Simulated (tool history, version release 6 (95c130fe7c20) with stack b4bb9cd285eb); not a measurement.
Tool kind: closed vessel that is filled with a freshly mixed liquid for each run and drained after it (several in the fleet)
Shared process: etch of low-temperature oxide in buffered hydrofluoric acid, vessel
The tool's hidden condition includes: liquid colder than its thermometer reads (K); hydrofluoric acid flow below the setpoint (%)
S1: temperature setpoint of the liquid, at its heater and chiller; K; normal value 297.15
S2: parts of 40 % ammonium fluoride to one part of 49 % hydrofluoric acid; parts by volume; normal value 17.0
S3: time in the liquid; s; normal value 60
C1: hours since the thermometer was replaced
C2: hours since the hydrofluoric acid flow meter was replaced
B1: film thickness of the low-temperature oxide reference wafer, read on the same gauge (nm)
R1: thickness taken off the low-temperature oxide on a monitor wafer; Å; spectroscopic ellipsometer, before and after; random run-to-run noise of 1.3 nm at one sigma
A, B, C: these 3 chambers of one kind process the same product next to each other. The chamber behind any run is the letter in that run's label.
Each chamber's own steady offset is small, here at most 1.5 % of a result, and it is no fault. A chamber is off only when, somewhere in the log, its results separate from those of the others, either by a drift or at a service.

run	hour	S1	S2	S3	C1	C2	B1	R1
1C	4.5	297.15	17.0	60	26.8	496.4	70.012	1401.30
2A	9.2	297.15	17.0	60	546.9	298.8	70.002	1423.70
3B	15.0	297.15	17.0	60	559.9	887.0	69.989	1416.60
4C	19.6	297.15	17.0	60	41.9	511.5	69.989	1430.80
5B	25.6	297.15	21.0	90	570.5	897.6	69.991	1760.10
6A	29.0	297.15	21.0	90	566.7	318.6	70.013	1738.00
7A	31.8	297.15	21.0	90	569.5	321.4	70.019	1750.60
8B	35.2	297.15	17.0	60	580.1	907.2	70.017	1402.60
9C	39.0	298.65	22.0	60	61.3	530.9	69.988	1219.70
10A	43.6	298.65	22.0	60	581.3	333.2	69.999	1227.80
11B	50.2	298.65	22.0	60	595.1	922.2	69.988	1193.80
12C	53.6	300.15	17.0	60	75.9	545.5	70.016	1647.20
13C	60.0	300.15	17.0	60	82.3	551.9	70.008	1639.80
14B	66.3	300.15	17.0	60	611.2	938.3	69.979	1655.00
15A	70.8	297.15	17.0	60	608.5	360.4	70.011	1427.60
16A	75.6	297.15	12.5	60	613.3	365.2	69.988	1933.80
17C	80.4	297.15	12.5	60	102.7	572.3	69.976	1897.60
18B	86.3	297.15	12.5	60	631.2	958.3	69.994	1872.10
19C	89.6	297.15	17.0	60	111.9	581.5	70.018	1379.60
20A	93.5	297.15	17.0	60	631.2	383.1	70.003	1424.20
21B	97.5	297.15	17.0	60	642.4	969.5	69.974	1376.30
22B	103.5	297.15	17.0	60	648.4	975.5	70.003	1387.30
23A	106.6	297.15	17.0	60	644.3	396.2	69.983	1413.80
24C	109.9	297.15	17.0	60	132.2	601.8	69.998	1399.40
25C	113.3	297.15	23.0	60	135.6	605.2	70.022	1070.30
26B	119.8	297.15	23.0	60	664.7	991.8	70.015	1080.70
27A	124.0	297.15	23.0	60	661.7	413.6	70.004	1123.70
28A	130.6	297.15	17.0	60	668.3	420.2	70.008	1432.60
29C	136.0	297.15	17.0	60	158.3	627.9	69.996	1411.70
30B	140.4	293.15	17.0	90	685.3	1012.4	69.980	1701.40
# hour 145.0: chamber A: hydrofluoric acid flow meter replaced
31B	145.5	293.15	17.0	90	690.4	1017.5	70.023	1696.40
32A	151.8	293.15	17.0	90	689.5	6.8	70.013	1709.60
33C	154.9	297.15	17.0	60	177.2	646.8	69.997	1368.50
34A	158.1	297.15	17.0	60	695.8	13.1	70.010	1422.10
35C	163.5	297.15	17.0	60	185.8	655.4	70.000	1391.40
36B	169.6	297.15	17.0	60	714.5	1041.6	70.011	1419.00
37C	173.4	297.15	17.0	60	195.7	665.3	69.975	1391.50
38A	177.6	297.15	17.0	60	715.3	32.6	70.004	1434.20
39B	183.2	297.15	17.0	60	728.1	1055.2	70.000	1380.30
40A	188.1	297.15	17.0	30	725.8	43.1	70.004	718.20
41B	192.7	297.15	17.0	30	737.6	1064.7	70.019	701.36

The same settings go to every chamber for the next run, one line per chamber below. Forecast the results for each:
42A	197.4	297.15	17.0	60				?
42B	197.4	297.15	17.0	60				?
42C	197.4	297.15	17.0	60				?

run	R1
42A	1431.10
42B	1402.10
42C	1398.80
